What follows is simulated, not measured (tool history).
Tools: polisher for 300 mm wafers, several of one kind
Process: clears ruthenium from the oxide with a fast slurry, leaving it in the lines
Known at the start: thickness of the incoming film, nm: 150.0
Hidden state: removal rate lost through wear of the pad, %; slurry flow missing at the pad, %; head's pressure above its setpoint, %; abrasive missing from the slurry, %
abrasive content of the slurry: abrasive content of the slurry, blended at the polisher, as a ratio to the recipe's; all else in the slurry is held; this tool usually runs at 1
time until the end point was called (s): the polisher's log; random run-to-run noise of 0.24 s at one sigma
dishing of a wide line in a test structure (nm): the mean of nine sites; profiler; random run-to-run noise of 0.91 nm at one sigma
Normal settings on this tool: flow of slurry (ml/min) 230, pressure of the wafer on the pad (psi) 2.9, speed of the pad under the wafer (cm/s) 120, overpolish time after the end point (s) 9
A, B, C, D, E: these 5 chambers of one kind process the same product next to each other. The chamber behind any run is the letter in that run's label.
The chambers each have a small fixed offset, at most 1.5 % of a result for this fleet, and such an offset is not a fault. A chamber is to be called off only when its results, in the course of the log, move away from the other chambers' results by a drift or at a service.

| run | day | flow of slurry (ml/min) | pressure of the wafer on the pad (psi) | speed of the pad under the wafer (cm/s) | abrasive content of the slurry | overpolish time after the end point (s) | wafers polished on this pad | hours since the slurry nozzle was cleaned | hours since the head pressure was calibrated | hours since the slurry blender was calibrated | time until the end point was called (s) | dishing of a wide line in a test structure (nm) |
|---|---|---|---|---|---|---|---|---|---|---|---|---|
| 1A | 0.108 | 230 | 2.9 | 120 | 1 | 9 | 260 | 164.3 | 614.8 | 472.3 | 27.02 | 42.873 |
|  | 0.146 | chamber A: slurry blender recalibrated |
| 2D | 0.267 | 230 | 2.9 | 120 | 1 | 9 | 311 | 104.9 | 544.3 | 148.4 | 27.027 | 41.03 |
| 3C | 0.346 | 230 | 2.9 | 120 | 1 | 9 | 589 | 94.5 | 568.4 | 125.5 | 26.853 | 40.96 |
| 4B | 0.525 | 230 | 2.9 | 120 | 1 | 9 | 280 | 244.6 | 1044 | 141.6 | 26.695 | 41.81 |
| 5E | 0.654 | 230 | 2.9 | 120 | 1 | 9 | 221 | 768.7 | 86.4 | 385.1 | 26.913 | 38.845 |
| 6E | 0.746 | 230 | 2.9 | 120 | 1 | 9 | 243 | 770.9 | 88.6 | 387.3 | 26.856 | 40.929 |
|  | 0.796 | chamber E: slurry blender recalibrated |
| 7D | 0.892 | 230 | 2.9 | 120 | 1 | 9 | 461 | 119.9 | 559.3 | 163.4 | 26.791 | 40.481 |
| 8A | 0.971 | 230 | 2.9 | 120 | 1 | 9 | 466 | 185 | 635.5 | 19.8 | 27.264 | 41.047 |
| 9C | 1.096 | 230 | 2.9 | 120 | 1 | 9 | 768 | 112.5 | 586.4 | 143.5 | 26.783 | 40.615 |
| 10B | 1.275 | 230 | 2.9 | 120 | 1 | 9 | 459 | 262.6 | 1062 | 159.6 | 27.253 | 41.285 |
| 11C | 1.35 | 230 | 2.9 | 120 | 1 | 9 | 828 | 118.6 | 592.5 | 149.6 | 27.142 | 40.189 |
| 12D | 1.488 | 230 | 2.9 | 120 | 1 | 9 | 603 | 134.2 | 573.6 | 177.7 | 27.19 | 41.878 |
| 13E | 1.662 | 230 | 2.9 | 120 | 1 | 9 | 462 | 792.9 | 110.6 | 20.8 | 26.84 | 40.771 |
|  | 1.771 | chamber E: worn pad replaced by a new one |
| 14A | 1.8 | 230 | 2.9 | 120 | 1 | 9 | 664 | 204.9 | 655.4 | 39.7 | 26.76 | 41.546 |
|  | 1.85 | chamber E: slurry nozzle cleaned |
| 15B | 1.929 | 230 | 2.9 | 120 | 1 | 9 | 616 | 278.3 | 1077.7 | 175.3 | 27.014 | 41.572 |
| 16C | 2.021 | 230 | 2.9 | 120 | 1 | 9 | 989 | 134.7 | 608.6 | 165.7 | 26.651 | 41.166 |
| 17B | 2.108 | 230 | 2.9 | 120 | 1 | 9 | 659 | 282.6 | 1082 | 179.6 | 26.652 | 43.358 |
|  | 2.125 | chamber B: worn pad replaced by a new one |
| 18A | 2.192 | 230 | 2.9 | 120 | 1 | 9 | 758 | 214.3 | 664.8 | 49.1 | 27.261 | 41.129 |
| 19D | 2.354 | 230 | 2.9 | 120 | 1 | 9 | 810 | 155 | 594.4 | 198.5 | 26.431 | 40.582 |
|  | 2.462 | chamber A: worn pad replaced by a new one |
| 20E | 2.508 | 230 | 2.9 | 120 | 0.7 | 12 | 177 | 15.9 | 130.9 | 41.1 | 32.249 | 45.889 |
| 21A | 2.6 | 230 | 2.9 | 120 | 0.7 | 12 | 33 | 224.1 | 674.6 | 58.9 | 32.562 | 44.783 |
| 22B | 2.696 | 230 | 2.9 | 120 | 0.7 | 12 | 136 | 296.7 | 1096.1 | 193.7 | 32.335 | 45.173 |
|  | 2.729 | chamber C: worn pad replaced by a new one |
| 23C | 2.867 | 230 | 2.9 | 120 | 0.7 | 12 | 32 | 155 | 628.9 | 186 | 32.008 | 46.033 |
|  | 2.908 | chamber D: worn pad replaced by a new one |
| 24D | 2.979 | 230 | 2.9 | 120 | 0.7 | 12 | 17 | 170 | 609.4 | 213.5 | 32.28 | 44.918 |
| 25E | 3.092 | 200 | 2.9 | 120 | 1 | 9 | 316 | 29.9 | 144.9 | 55.1 | 27.27 | 39.939 |
| 26A | 3.188 | 200 | 2.9 | 120 | 1 | 9 | 173 | 238.2 | 688.7 | 73 | 28.002 | 39.857 |
| 27B | 3.362 | 200 | 2.9 | 120 | 1 | 9 | 296 | 312.7 | 1112.1 | 209.7 | 27.472 | 40.904 |
| 28D | 3.454 | 200 | 2.9 | 120 | 1 | 9 | 131 | 181.4 | 620.8 | 224.9 | 27.238 | 39.494 |
| 29C | 3.554 | 200 | 2.9 | 120 | 1 | 9 | 197 | 171.5 | 645.4 | 202.5 | 27.357 | 41.638 |
| 30E | 3.646 | 230 | 2.9 | 120 | 1 | 9 | 448 | 43.2 | 158.2 | 68.4 | 26.802 | 40.211 |
| 31D | 3.775 | 230 | 2.9 | 120 | 1 | 9 | 207 | 189.1 | 628.5 | 232.6 | 27.029 | 39.799 |
|  | 3.812 | chamber E: worn pad replaced by a new one |
| 32C | 3.879 | 230 | 2.9 | 120 | 1 | 9 | 274 | 179.3 | 653.2 | 210.3 | 26.561 | 41.605 |
|  | 3.967 | chamber B: slurry nozzle cleaned |
| 33B | 4.012 | 230 | 2.9 | 120 | 1 | 9 | 451 | 1.1 | 1127.7 | 225.3 | 26.418 | 40.977 |
| 34E | 4.171 | 230 | 2.9 | 120 | 1 | 9 | 86 | 55.8 | 170.8 | 81 | 27.078 | 39.974 |
| 35A | 4.288 | 230 | 2.9 | 120 | 1 | 6 | 436 | 264.6 | 715.1 | 99.4 | 27.202 | 28.893 |
| 36E | 4.375 | 230 | 2.9 | 120 | 1 | 6 | 134 | 60.7 | 175.7 | 85.9 | 26.502 | 27.281 |
| 37C | 4.488 | 230 | 2.9 | 120 | 1 | 6 | 420 | 193.9 | 667.8 | 224.9 | 26.625 | 27.79 |
| 38B | 4.583 | 230 | 2.9 | 120 | 1 | 6 | 587 | 14.8 | 1141.4 | 239 | 26.99 | 28.387 |
| 39A | 4.738 | 230 | 2.9 | 120 | 1 | 6 | 544 | 275.4 | 725.9 | 110.2 | 27.29 | 27.428 |
| 40D | 4.829 | 230 | 2.9 | 120 | 1 | 9 | 459 | 214.4 | 653.8 | 257.9 | 26.792 | 41.551 |
| 41E | 4.958 | 230 | 2.9 | 120 | 1 | 9 | 274 | 74.7 | 189.7 | 99.9 | 26.769 | 39.219 |

All chambers now run identical settings, listed one chamber a line with results as question marks. What results will each chamber show?
| 42A | 5.088 | 230 | 2.9 | 158 | 1 | 9 |  |  |  |  | ? | ? |
| 42B | 5.088 | 230 | 2.9 | 158 | 1 | 9 |  |  |  |  | ? | ? |
| 42C | 5.088 | 230 | 2.9 | 158 | 1 | 9 |  |  |  |  | ? | ? |
| 42D | 5.088 | 230 | 2.9 | 158 | 1 | 9 |  |  |  |  | ? | ? |
| 42E | 5.088 | 230 | 2.9 | 158 | 1 | 9 |  |  |  |  | ? | ? |

| run | time until the end point was called (s) | dishing of a wide line in a test structure (nm) |
|---|---|---|
| 42A | 20.356 | 53.353 |
| 42B | 20.555 | 53.38 |
| 42C | 20.362 | 51.641 |
| 42D | 20.349 | 52.064 |
| 42E | 20.389 | 51.714 |
